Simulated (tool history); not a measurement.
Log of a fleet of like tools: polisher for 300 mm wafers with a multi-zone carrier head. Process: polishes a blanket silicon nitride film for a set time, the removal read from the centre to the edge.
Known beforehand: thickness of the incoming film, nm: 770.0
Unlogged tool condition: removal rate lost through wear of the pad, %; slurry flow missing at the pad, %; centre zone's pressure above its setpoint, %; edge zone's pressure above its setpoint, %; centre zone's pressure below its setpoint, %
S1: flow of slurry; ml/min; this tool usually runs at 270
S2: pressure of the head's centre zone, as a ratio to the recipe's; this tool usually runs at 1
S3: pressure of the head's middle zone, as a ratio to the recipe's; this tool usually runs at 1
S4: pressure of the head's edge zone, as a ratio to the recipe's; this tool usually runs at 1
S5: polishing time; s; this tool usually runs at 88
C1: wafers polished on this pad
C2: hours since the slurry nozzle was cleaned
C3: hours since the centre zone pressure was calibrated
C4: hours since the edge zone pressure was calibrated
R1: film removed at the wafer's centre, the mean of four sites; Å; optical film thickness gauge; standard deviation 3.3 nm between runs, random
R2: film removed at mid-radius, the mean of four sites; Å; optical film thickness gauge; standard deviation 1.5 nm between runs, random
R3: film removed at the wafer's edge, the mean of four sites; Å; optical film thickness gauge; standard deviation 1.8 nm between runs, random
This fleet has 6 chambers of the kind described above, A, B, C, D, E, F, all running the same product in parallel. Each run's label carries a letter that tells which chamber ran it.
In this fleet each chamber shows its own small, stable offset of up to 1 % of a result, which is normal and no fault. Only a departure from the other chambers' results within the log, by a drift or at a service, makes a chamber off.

{"run": "1E", "hour": 7.2, "S1": 270, "S2": 1, "S3": 1, "S4": 1, "S5": 88, "C1": 850, "C2": 70.6, "C3": 789.8, "C4": 350.8, "R1": 2516.2, "R2": 2433.9, "R3": 2455}
{"hour": 11.7, "done": "chamber E: worn pad replaced by a new one"}
{"run": "2C", "hour": 20.3, "S1": 270, "S2": 1, "S3": 1, "S4": 1, "S5": 88, "C1": 1106, "C2": 245.7, "C3": 162, "C4": 183.7, "R1": 2524.3, "R2": 2452.3, "R3": 2467.9}
{"hour": 28.7, "done": "chamber B: slurry nozzle cleaned"}
{"run": "3D", "hour": 30.7, "S1": 270, "S2": 1, "S3": 1, "S4": 1, "S5": 88, "C1": 655, "C2": 276.8, "C3": 77, "C4": 387.6, "R1": 2365.9, "R2": 2450.6, "R3": 2426.2}
{"hour": 37.6, "done": "chamber B: worn pad replaced by a new one"}
{"run": "4B", "hour": 47.0, "S1": 270, "S2": 1, "S3": 1, "S4": 1, "S5": 88, "C1": 58, "C2": 18.4, "C3": 617.1, "C4": 1148, "R1": 2393.1, "R2": 2418.6, "R3": 2486.2}
{"run": "5F", "hour": 54.6, "S1": 180, "S2": 1, "S3": 1, "S4": 1.1, "S5": 88, "C1": 811, "C2": 265.3, "C3": 1248.4, "C4": 661.8, "R1": 2236.2, "R2": 2331.2, "R3": 2493.8}
{"hour": 67.3, "done": "chamber C: worn pad replaced by a new one"}
{"run": "6A", "hour": 69.1, "S1": 180, "S2": 1, "S3": 1, "S4": 1.1, "S5": 88, "C1": 991, "C2": 466.3, "C3": 669.6, "C4": 1046.7, "R1": 2306, "R2": 2315.6, "R3": 2437.9}
{"hour": 72.0, "done": "chamber E: centre zone pressure recalibrated"}
{"run": "7F", "hour": 84.4, "S1": 180, "S2": 1, "S3": 1, "S4": 1.1, "S5": 88, "C1": 996, "C2": 295.1, "C3": 1278.2, "C4": 691.6, "R1": 2301.4, "R2": 2336.9, "R3": 2528.9}
{"run": "8C", "hour": 98.0, "S1": 180, "S2": 1, "S3": 1, "S4": 1.1, "S5": 88, "C1": 190, "C2": 323.4, "C3": 239.7, "C4": 261.4, "R1": 2268.3, "R2": 2317.5, "R3": 2486.4}
{"run": "9A", "hour": 107.2, "S1": 180, "S2": 1, "S3": 1, "S4": 1.1, "S5": 88, "C1": 1228, "C2": 504.4, "C3": 707.7, "C4": 1084.8, "R1": 2312.9, "R2": 2268.2, "R3": 2445.6}
{"hour": 118.3, "done": "chamber F: worn pad replaced by a new one"}
{"run": "10D", "hour": 120.7, "S1": 180, "S2": 1, "S3": 1, "S4": 1.1, "S5": 88, "C1": 1214, "C2": 366.8, "C3": 167, "C4": 477.6, "R1": 2238.5, "R2": 2305.7, "R3": 2437.2}
{"run": "11E", "hour": 135.5, "S1": 270, "S2": 1, "S3": 1, "S4": 1, "S5": 88, "C1": 769, "C2": 198.9, "C3": 63.5, "C4": 479.1, "R1": 2409.4, "R2": 2439, "R3": 2442.2}
{"hour": 148.1, "done": "chamber E: worn pad replaced by a new one"}
{"run": "12B", "hour": 148.4, "S1": 270, "S2": 1, "S3": 1.12, "S4": 1, "S5": 88, "C1": 688, "C2": 119.8, "C3": 718.5, "C4": 1249.4, "R1": 2439.2, "R2": 2715.9, "R3": 2428.5}
{"run": "13C", "hour": 159.5, "S1": 270, "S2": 1, "S3": 1.12, "S4": 1, "S5": 88, "C1": 573, "C2": 384.9, "C3": 301.2, "C4": 322.9, "R1": 2472.4, "R2": 2693.2, "R3": 2435.1}
{"hour": 162.1, "done": "chamber D: worn pad replaced by a new one"}
{"run": "14A", "hour": 175.5, "S1": 270, "S2": 1, "S3": 1.12, "S4": 1, "S5": 88, "C1": 1653, "C2": 572.7, "C3": 776, "C4": 1153.1, "R1": 2434.5, "R2": 2709.8, "R3": 2417.5}
{"hour": 175.6, "done": "chamber B: worn pad replaced by a new one"}
{"run": "15F", "hour": 190.2, "S1": 270, "S2": 1, "S3": 1.12, "S4": 1, "S5": 88, "C1": 446, "C2": 400.9, "C3": 1384, "C4": 797.4, "R1": 2437.4, "R2": 2710.8, "R3": 2477.1}
{"hour": 201.8, "done": "chamber A: slurry nozzle cleaned"}
{"run": "16D", "hour": 202.7, "S1": 270, "S2": 1, "S3": 1.12, "S4": 1, "S5": 88, "C1": 252, "C2": 448.8, "C3": 249, "C4": 559.6, "R1": 2483.6, "R2": 2704.6, "R3": 2434.7}
{"run": "17E", "hour": 210.2, "S1": 270, "S2": 1, "S3": 1.12, "S4": 1, "S5": 88, "C1": 386, "C2": 273.6, "C3": 138.2, "C4": 553.8, "R1": 2463.4, "R2": 2716.4, "R3": 2461}
{"run": "18B", "hour": 224.4, "S1": 270, "S2": 1, "S3": 1, "S4": 1, "S5": 88, "C1": 303, "C2": 195.8, "C3": 794.5, "C4": 1325.4, "R1": 2415.8, "R2": 2445.6, "R3": 2458.7}
{"hour": 232.8, "done": "chamber C: edge zone pressure recalibrated"}
{"run": "19D", "hour": 240.4, "S1": 270, "S2": 1, "S3": 1, "S4": 1, "S5": 88, "C1": 486, "C2": 486.5, "C3": 286.7, "C4": 597.3, "R1": 2379.5, "R2": 2432.4, "R3": 2442.6}
{"hour": 251.3, "done": "chamber C: slurry nozzle cleaned"}
{"run": "20C", "hour": 255.5, "S1": 270, "S2": 1, "S3": 1, "S4": 1, "S5": 88, "C1": 1170, "C2": 4.2, "C3": 397.2, "C4": 22.8, "R1": 2393.9, "R2": 2449.4, "R3": 2477.7}
{"run": "21F", "hour": 266.7, "S1": 270, "S2": 1, "S3": 1, "S4": 1, "S5": 88, "C1": 922, "C2": 477.4, "C3": 1460.5, "C4": 873.9, "R1": 2413.1, "R2": 2474.5, "R3": 2437.7}
{"run": "22E", "hour": 281.5, "S1": 270, "S2": 1, "S3": 1, "S4": 1, "S5": 88, "C1": 829, "C2": 344.9, "C3": 209.5, "C4": 625.1, "R1": 2449.8, "R2": 2430.4, "R3": 2448.2}
{"hour": 282.3, "done": "chamber E: worn pad replaced by a new one"}
{"hour": 283.3, "done": "chamber E: edge zone pressure recalibrated"}
{"hour": 289.2, "done": "chamber C: worn pad replaced by a new one"}
{"run": "23A", "hour": 290.2, "S1": 270, "S2": 1, "S3": 1, "S4": 1, "S5": 88, "C1": 2366, "C2": 88.5, "C3": 890.7, "C4": 1267.8, "R1": 2345.8, "R2": 2354, "R3": 2363.2}
{"run": "24B", "hour": 298.5, "S1": 270, "S2": 1, "S3": 1, "S4": 0.89, "S5": 112, "C1": 764, "C2": 269.9, "C3": 868.6, "C4": 1399.5, "R1": 3079, "R2": 3108.1, "R3": 2925.5}
{"hour": 300.3, "done": "chamber F: centre zone pressure recalibrated"}
{"run": "25A", "hour": 313.8, "S1": 270, "S2": 1, "S3": 1, "S4": 0.89, "S5": 112, "C1": 2512, "C2": 112.1, "C3": 914.3, "C4": 1291.4, "R1": 3031.5, "R2": 2995.8, "R3": 2793.1}
{"hour": 315.2, "done": "chamber F: worn pad replaced by a new one"}
{"run": "26E", "hour": 324.7, "S1": 270, "S2": 1, "S3": 1, "S4": 0.89, "S5": 112, "C1": 264, "C2": 388.1, "C3": 252.7, "C4": 41.4, "R1": 3151.3, "R2": 3118.4, "R3": 2958}
{"run": "27C", "hour": 334.8, "S1": 270, "S2": 1, "S3": 1, "S4": 0.89, "S5": 112, "C1": 283, "C2": 83.5, "C3": 476.5, "C4": 102.1, "R1": 3112.6, "R2": 3128.1, "R3": 2911}
{"hour": 337.4, "done": "chamber A: edge zone pressure recalibrated"}
{"run": "28F", "hour": 342.8, "S1": 270, "S2": 1, "S3": 1, "S4": 0.89, "S5": 112, "C1": 172, "C2": 553.5, "C3": 42.5, "C4": 950, "R1": 3141.7, "R2": 3159.4, "R3": 2940.5}
{"hour": 349.3, "done": "chamber B: worn pad replaced by a new one"}
{"run": "29D", "hour": 358.3, "S1": 270, "S2": 1, "S3": 1, "S4": 0.89, "S5": 112, "C1": 1219, "C2": 604.4, "C3": 404.6, "C4": 715.2, "R1": 3086.4, "R2": 3104.3, "R3": 2923.5}
{"hour": 359.4, "done": "chamber F: edge zone pressure recalibrated"}
{"run": "30B", "hour": 366.5, "S1": 270, "S2": 1, "S3": 1, "S4": 1, "S5": 88, "C1": 107, "C2": 337.9, "C3": 936.6, "C4": 1467.5, "R1": 2435.8, "R2": 2416.6, "R3": 2461.5}
{"hour": 371.4, "done": "chamber D: worn pad replaced by a new one"}
{"run": "31A", "hour": 376.3, "S1": 270, "S2": 1, "S3": 1, "S4": 1, "S5": 88, "C1": 2901, "C2": 174.6, "C3": 976.8, "C4": 39, "R1": 2320.4, "R2": 2277.7, "R3": 2280.3}
{"hour": 381.4, "done": "chamber B: edge zone pressure recalibrated"}
{"run": "32D", "hour": 387.7, "S1": 270, "S2": 1, "S3": 1, "S4": 1, "S5": 88, "C1": 101, "C2": 633.8, "C3": 434, "C4": 744.6, "R1": 2387.9, "R2": 2417.1, "R3": 2417.3}
{"run": "33C", "hour": 397.7, "S1": 270, "S2": 1, "S3": 1, "S4": 1, "S5": 88, "C1": 674, "C2": 146.4, "C3": 539.4, "C4": 165, "R1": 2448.9, "R2": 2430, "R3": 2452.8}
{"hour": 404.9, "done": "chamber E: worn pad replaced by a new one"}
{"hour": 408.2, "done": "chamber B: slurry nozzle cleaned"}
{"run": "34F", "hour": 412.8, "S1": 270, "S2": 1, "S3": 1, "S4": 1, "S5": 88, "C1": 607, "C2": 623.5, "C3": 112.5, "C4": 53.5, "R1": 2433.1, "R2": 2453.9, "R3": 2434.2}
{"run": "35E", "hour": 422.4, "S1": 270, "S2": 1, "S3": 1, "S4": 1, "S5": 88, "C1": 109, "C2": 485.8, "C3": 350.4, "C4": 139.1, "R1": 2545.2, "R2": 2433.4, "R3": 2473.3}
{"run": "36B", "hour": 437.0, "S1": 270, "S2": 1, "S3": 1, "S4": 1, "S5": 88, "C1": 545, "C2": 28.8, "C3": 1007.1, "C4": 55.7, "R1": 2331.9, "R2": 2449, "R3": 2484.2}
{"run": "37C", "hour": 446.8, "S1": 180, "S2": 0.96, "S3": 1, "S4": 1, "S5": 88, "C1": 979, "C2": 195.5, "C3": 588.5, "C4": 214.1, "R1": 2148.7, "R2": 2316.3, "R3": 2329.8}
{"hour": 450.4, "done": "chamber B: centre zone pressure recalibrated"}
{"run": "38A", "hour": 455.1, "S1": 180, "S2": 0.96, "S3": 1, "S4": 1, "S5": 88, "C1": 3391, "C2": 253.4, "C3": 1055.6, "C4": 117.8, "R1": 2066.6, "R2": 2104, "R3": 2120.6}
{"run": "39B", "hour": 468.9, "S1": 180, "S2": 0.96, "S3": 1, "S4": 1, "S5": 88, "C1": 744, "C2": 60.7, "C3": 18.6, "C4": 87.6, "R1": 2234.5, "R2": 2349.8, "R3": 2346}

For the next run the whole fleet of 6 chambers uses the same settings. Give each chamber's results:
{"run": "40A", "hour": 480.6, "S1": 270, "S2": 1.04, "S3": 1, "S4": 1, "S5": 88, "R1": "?", "R2": "?", "R3": "?"}
{"run": "40B", "hour": 480.6, "S1": 270, "S2": 1.04, "S3": 1, "S4": 1, "S5": 88, "R1": "?", "R2": "?", "R3": "?"}
{"run": "40C", "hour": 480.6, "S1": 270, "S2": 1.04, "S3": 1, "S4": 1, "S5": 88, "R1": "?", "R2": "?", "R3": "?"}
{"run": "40D", "hour": 480.6, "S1": 270, "S2": 1.04, "S3": 1, "S4": 1, "S5": 88, "R1": "?", "R2": "?", "R3": "?"}
{"run": "40E", "hour": 480.6, "S1": 270, "S2": 1.04, "S3": 1, "S4": 1, "S5": 88, "R1": "?", "R2": "?", "R3": "?"}
{"run": "40F", "hour": 480.6, "S1": 270, "S2": 1.04, "S3": 1, "S4": 1, "S5": 88, "R1": "?", "R2": "?", "R3": "?"}

run=40A R1=2392 R2=2227.4 R3=2205.4
run=40B R1=2589.8 R2=2439.3 R3=2461.2
run=40C R1=2532.2 R2=2414.4 R3=2415.3
run=40D R1=2486.5 R2=2426 R3=2432.8
run=40E R1=2619.3 R2=2429.9 R3=2484.7
run=40F R1=2545.9 R2=2441.3 R3=2480.2
